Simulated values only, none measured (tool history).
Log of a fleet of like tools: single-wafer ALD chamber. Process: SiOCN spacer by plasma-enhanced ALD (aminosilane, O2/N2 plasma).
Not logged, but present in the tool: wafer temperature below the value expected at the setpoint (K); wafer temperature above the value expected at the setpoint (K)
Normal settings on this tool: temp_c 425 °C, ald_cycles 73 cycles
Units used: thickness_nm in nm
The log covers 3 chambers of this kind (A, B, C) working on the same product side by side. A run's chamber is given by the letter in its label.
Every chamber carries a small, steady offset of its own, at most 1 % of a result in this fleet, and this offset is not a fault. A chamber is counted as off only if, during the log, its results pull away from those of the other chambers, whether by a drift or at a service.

run     day  temp_c  ald_cycles  hours since the last thermocouple change  read-back reference wafer on the same gauge, thickness_nm  thickness_nm
 1B   0.296     425          73                                     694.9                                                     4.2679        4.0746
 2C   0.683     425          73                                     349.3                                                     4.2696        4.0773
 3A   1.058     425          73                                     959.1                                                     4.2689        4.1032
 4A   1.354     425          73                                     966.2                                                     4.2668        4.1056
 5B   1.654     425          73                                     727.5                                                     4.2691        4.0683
 6C   2.012     425          73                                     381.2                                                     4.2668        4.0732
 7C    2.55     425          73                                     394.1                                                     4.2669        4.0873
 8B   3.058     425          73                                     761.2                                                     4.2636         4.065
 9A     3.6     418          61                                    1020.1                                                     4.2643        3.5168
10A   4.146     418          61                                    1033.2                                                      4.264        3.5112
11B   4.521     418          61                                     796.3                                                     4.2613        3.4686
12C   4.975     425          73                                     452.3                                                     4.2611        4.0814
13C   5.338     425          73                                       461                                                     4.2617        4.0792
14B   5.846     425          73                                     828.1                                                     4.2591        4.0659
15A   6.262     436          60                                      1084                                                     4.2599        3.2569
16C   6.567     436          60                                     490.5                                                     4.2598        3.2224
17B   6.817     436          60                                     851.4                                                     4.2608        3.2159
18A   7.279     433          59                                    1108.4                                                     4.2587        3.2294
19A   7.767     433          59                                    1120.1                                                     4.2571        3.2311
20B   8.242     433          59                                     885.6                                                     4.2575        3.1929
21C   8.658     425          73                                     540.7                                                     4.2576        4.0796
22A   9.158     425          73                                    1153.5                                                     4.2525         4.101
23B   9.471     425          73                                     915.1                                                     4.2536        4.0608
24C     9.8     425          73                                     568.1                                                     4.2541        4.0762
25B  10.308     425          73                                     935.2                                                     4.2543        4.0595
26A  10.679     437          85                                      1190                                                     4.2519        4.5819
27C  11.038     437          85                                     597.8                                                     4.2531        4.5478
28A  11.362     437          85                                    1206.4                                                     4.2516        4.5753
29B  11.867     432          73                                     972.6                                                     4.2484        3.9607
30C  12.233     432          73                                     626.5                                                       4.25        3.9665
31C  12.712     432          73                                       638                                                     4.2483        3.9737
32A  13.225     425          73                                    1251.1                                                     4.2464        4.1048
33B  13.662     438          73                                    1015.7                                                     4.2464        3.8875
34A  13.992     438          73                                    1269.5                                                     4.2465        3.9216
35C  14.317     438          73                                     676.5                                                     4.2471        3.8951
36B  14.612     425          87                                    1038.5                                                     4.2452        4.8284
37A  15.021     425          87                                    1294.2                                                     4.2429        4.8734
       15.2  -- chamber B: thermocouple changed; heater temperature recalibrated
38C  15.408     425          87                                     702.7                                                     4.2435        4.8286
39B  15.946     425          73                                      17.9                                                     4.2439        4.0476

For the next run the whole fleet of 3 chambers uses the same settings. Give each chamber's results:
40A  16.342     425          73                                                                                                                  ?
40B  16.342     425          73                                                                                                                  ?
40C  16.342     425          73                                                                                                                  ?

run  thickness_nm
40A        4.0881
40B        4.0474
40C        4.0495
